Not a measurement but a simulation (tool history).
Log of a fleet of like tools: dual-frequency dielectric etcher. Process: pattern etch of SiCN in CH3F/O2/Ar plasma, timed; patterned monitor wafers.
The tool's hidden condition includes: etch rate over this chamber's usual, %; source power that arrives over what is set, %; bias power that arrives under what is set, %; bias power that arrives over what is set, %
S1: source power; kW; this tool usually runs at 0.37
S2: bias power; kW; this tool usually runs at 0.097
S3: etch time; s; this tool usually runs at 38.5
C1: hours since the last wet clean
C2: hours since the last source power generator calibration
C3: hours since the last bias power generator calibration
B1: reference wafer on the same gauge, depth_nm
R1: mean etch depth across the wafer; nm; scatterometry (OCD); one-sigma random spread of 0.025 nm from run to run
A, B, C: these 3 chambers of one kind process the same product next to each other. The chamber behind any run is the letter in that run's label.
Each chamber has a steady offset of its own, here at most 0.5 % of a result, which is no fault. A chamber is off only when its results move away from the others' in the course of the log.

run     day    S1     S2    S3     C1      C2      C3      B1      R1
 1B   0.517  0.37  0.097  38.5   85.6  2797.8  2982.3  16.903  15.608
 2C   1.083  0.37  0.097  38.5  423.9   849.1     721  16.909  15.674
 3A   1.425  0.37  0.097  38.5  385.5  2231.6  2954.7  16.911  15.608
 4C   2.004  0.37  0.097  38.5    446   871.2   743.1  16.916  15.651
 5A   2.442  0.37  0.097  38.5  409.9    2256  2979.1  16.917  15.584
 6B   2.938  0.37  0.097  38.5  143.7  2855.9  3040.4  16.918  15.632
 7A   3.217  0.37  0.097  38.5  428.5  2274.6  2997.7  16.921  15.623
 8B   3.821  0.37  0.097  38.5  164.9  2877.1  3061.6  16.925  15.656
 9C   4.446  0.44  0.097    43  504.6   929.8   801.7  16.932   18.75
      4.642  -- chamber A: wet clean of the chamber
      4.696  -- chamber B: bias power generator calibrated
10C   4.838  0.44  0.097    43    514   939.2   811.1  16.933  18.665
11B   5.417  0.44  0.097    43  203.2  2915.4    17.4  16.938    18.6
      5.646  -- chamber C: wet clean of the chamber
12A   5.892  0.31  0.097  38.5   30.1  2338.8  3061.9  16.939  14.642
13B   6.438  0.31  0.097  38.5  227.7  2939.9    41.9  16.953  14.603
14C   6.825  0.31  0.097  38.5   28.4   986.9   858.8  16.953  14.713
15A   7.333  0.37  0.097  38.5   64.7  2373.4  3096.5  16.955  15.663
16B   7.683  0.37  0.097  38.5  257.6  2969.8    71.8   16.96  15.628
17A   8.058  0.37  0.089  38.5   82.1  2390.8  3113.9  16.961  15.129
18C   8.358  0.37  0.089  38.5   65.2  1023.7   895.6  16.964  15.238
19A    8.75  0.37  0.089  38.5   98.7  2407.4  3130.5  16.966   15.11
20C   9.312  0.37  0.097  38.5   88.1  1046.6   918.5  16.968  15.751
21B   9.854  0.37  0.097  38.5  309.7  3021.9   123.9  16.968  15.665
22C  10.321  0.37  0.097  38.5  112.3  1070.8   942.7  16.968  15.736
23B  10.854  0.37  0.097  38.5  333.7  3045.9   147.9  16.979   15.68
24A  11.433  0.42   0.12  38.5  163.1  2471.8  3194.9  16.986  17.792
25B  12.012  0.42   0.12  38.5  361.5  3073.7   175.7  16.984  17.767
26C   12.35  0.42   0.12  38.5    161  1119.5   991.4  16.989  17.936
27A  12.817  0.44  0.097  38.5  196.3    2505  3228.1  16.992  16.703
28B  13.388  0.44  0.097  38.5  394.5  3106.7   208.7  16.999  16.699
29A  13.675  0.44  0.097  38.5  216.9  2525.6  3248.7  16.999  16.711
     13.879  -- chamber B: wet clean of the chamber
30C  14.029  0.37  0.097  38.5  201.3  1159.8  1031.7  17.009  15.753
31B  14.492  0.37  0.097  38.5   14.8  3133.2   235.2  17.008   15.66
32C  14.992  0.37  0.113  38.5  224.4  1182.9  1054.8  17.011  16.746

Decide between three cases: one chamber stands off from its peers, the gauge reading all wafers drifts, or nothing is wrong past each chamber's small offset. Where a chamber is off, say which and what most likely put it there.

Gauge drift. The chambers move together only on paper, and none stands off.
Cause: gauge reads high (%) = 0.667.
